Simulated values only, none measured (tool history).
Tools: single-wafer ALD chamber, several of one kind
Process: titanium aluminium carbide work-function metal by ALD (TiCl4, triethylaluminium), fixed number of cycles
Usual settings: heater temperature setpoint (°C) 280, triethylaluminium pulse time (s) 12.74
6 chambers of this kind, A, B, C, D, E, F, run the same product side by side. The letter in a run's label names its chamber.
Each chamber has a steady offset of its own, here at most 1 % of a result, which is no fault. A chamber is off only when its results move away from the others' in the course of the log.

| run | day | heater temperature setpoint (°C) | triethylaluminium pulse time (s) | hours since the last thermocouple change | hours since the last triethylaluminium bottle change | read-back reference wafer on the same gauge, thickness_nm | mean film thickness on the monitor wafer (nm) |
|---|---|---|---|---|---|---|---|
| 1C | 0.408 | 280 | 12.74 | 37.6 | 975.9 | 1.6797 | 1.8605 |
|  | 0.604 | chamber D: triethylaluminium bottle replaced |
| 2A | 0.804 | 280 | 12.74 | 850.2 | 139.7 | 1.6803 | 1.8469 |
| 3D | 1.000 | 280 | 12.74 | 1200.1 | 9.5 | 1.6807 | 1.8608 |
| 4B | 1.288 | 280 | 12.74 | 267.7 | 631.5 | 1.6800 | 1.8589 |
| 5E | 1.679 | 280 | 12.74 | 807.6 | 760.8 | 1.6794 | 1.8599 |
| 6F | 1.912 | 280 | 12.74 | 1632.0 | 894.2 | 1.6807 | 1.8683 |
| 7F | 2.242 | 280 | 12.74 | 1639.9 | 902.1 | 1.6799 | 1.8647 |
| 8A | 2.654 | 280 | 12.74 | 894.6 | 184.1 | 1.6802 | 1.8613 |
| 9E | 2.892 | 280 | 12.74 | 836.7 | 789.9 | 1.6802 | 1.8641 |
| 10D | 3.146 | 280 | 12.74 | 1251.6 | 61.0 | 1.6801 | 1.8534 |
| 11B | 3.329 | 280 | 12.74 | 316.7 | 680.5 | 1.6795 | 1.8503 |
|  | 3.583 | chamber D: thermocouple changed; heater temperature recalibrated |
| 12C | 3.688 | 280 | 12.74 | 116.3 | 1054.6 | 1.6804 | 1.8556 |
| 13B | 4.033 | 280 | 12.74 | 333.6 | 697.4 | 1.6793 | 1.8477 |
| 14E | 4.438 | 280 | 12.74 | 873.8 | 827.0 | 1.6803 | 1.8603 |
| 15D | 4.788 | 280 | 12.74 | 28.9 | 100.4 | 1.6800 | 1.8586 |
| 16C | 4.979 | 280 | 12.74 | 147.3 | 1085.6 | 1.6788 | 1.8589 |
| 17A | 5.400 | 280 | 12.74 | 960.5 | 250.0 | 1.6797 | 1.8500 |
| 18F | 5.812 | 280 | 12.74 | 1725.6 | 987.8 | 1.6794 | 1.8706 |
| 19E | 6.000 | 280 | 16.35 | 911.3 | 864.5 | 1.6787 | 1.8890 |
| 20A | 6.379 | 280 | 16.35 | 984.0 | 273.5 | 1.6802 | 1.8737 |
| 21D | 6.658 | 280 | 16.35 | 73.8 | 145.3 | 1.6802 | 1.8765 |
| 22C | 6.962 | 280 | 16.35 | 194.9 | 1133.2 | 1.6796 | 1.8782 |
| 23B | 7.175 | 280 | 16.35 | 409.0 | 772.8 | 1.6797 | 1.8620 |
|  | 7.225 | chamber A: thermocouple changed; heater temperature recalibrated |
| 24F | 7.592 | 280 | 16.35 | 1768.3 | 1030.5 | 1.6799 | 1.8803 |
| 25C | 7.788 | 280 | 12.74 | 214.7 | 1153.0 | 1.6801 | 1.8593 |
|  | 8.062 | chamber B: triethylaluminium bottle replaced |
| 26D | 8.196 | 280 | 12.74 | 110.7 | 182.2 | 1.6791 | 1.8601 |
|  | 8.592 | chamber C: triethylaluminium bottle replaced |
| 27F | 8.596 | 272 | 12.74 | 1792.4 | 1054.6 | 1.6802 | 1.7983 |
| 28B | 8.808 | 272 | 12.74 | 448.2 | 17.9 | 1.6806 | 1.7828 |
| 29A | 9.158 | 272 | 12.74 | 46.4 | 340.2 | 1.6797 | 1.7774 |
| 30E | 9.508 | 272 | 12.74 | 995.5 | 948.7 | 1.6796 | 1.7999 |
| 31D | 9.712 | 272 | 12.74 | 147.1 | 218.6 | 1.6794 | 1.7895 |
| 32B | 9.983 | 272 | 12.74 | 476.4 | 46.1 | 1.6804 | 1.7773 |
| 33C | 10.317 | 280 | 12.74 | 275.4 | 41.4 | 1.6799 | 1.8591 |
|  | 10.421 | chamber E: triethylaluminium bottle replaced |
| 34E | 10.712 | 280 | 12.74 | 1024.4 | 7.1 | 1.6795 | 1.8614 |
| 35A | 10.938 | 286 | 12.74 | 89.1 | 382.9 | 1.6796 | 1.8997 |
| 36F | 11.229 | 286 | 12.74 | 1855.6 | 1117.8 | 1.6806 | 1.9191 |
| 37A | 11.433 | 286 | 12.74 | 101.0 | 394.8 | 1.6798 | 1.8895 |
| 38D | 11.854 | 286 | 12.74 | 198.5 | 270.0 | 1.6800 | 1.9058 |
| 39F | 12.267 | 286 | 12.74 | 1880.5 | 1142.7 | 1.6806 | 1.9157 |
| 40C | 12.638 | 286 | 12.74 | 331.1 | 97.1 | 1.6789 | 1.9151 |
| 41B | 12.912 | 287 | 14.66 | 546.7 | 116.4 | 1.6795 | 1.9195 |
| 42E | 13.183 | 287 | 14.66 | 1083.7 | 66.4 | 1.6795 | 1.9427 |
| 43D | 13.596 | 287 | 14.66 | 240.3 | 311.8 | 1.6794 | 1.9279 |

What goes on in this fleet: one chamber off, a drifting gauge, or nothing beyond the chambers' own small offsets? Name the chamber and the cause, if any.

No chamber stands off beyond its own small offset, and the gauge holds steady.
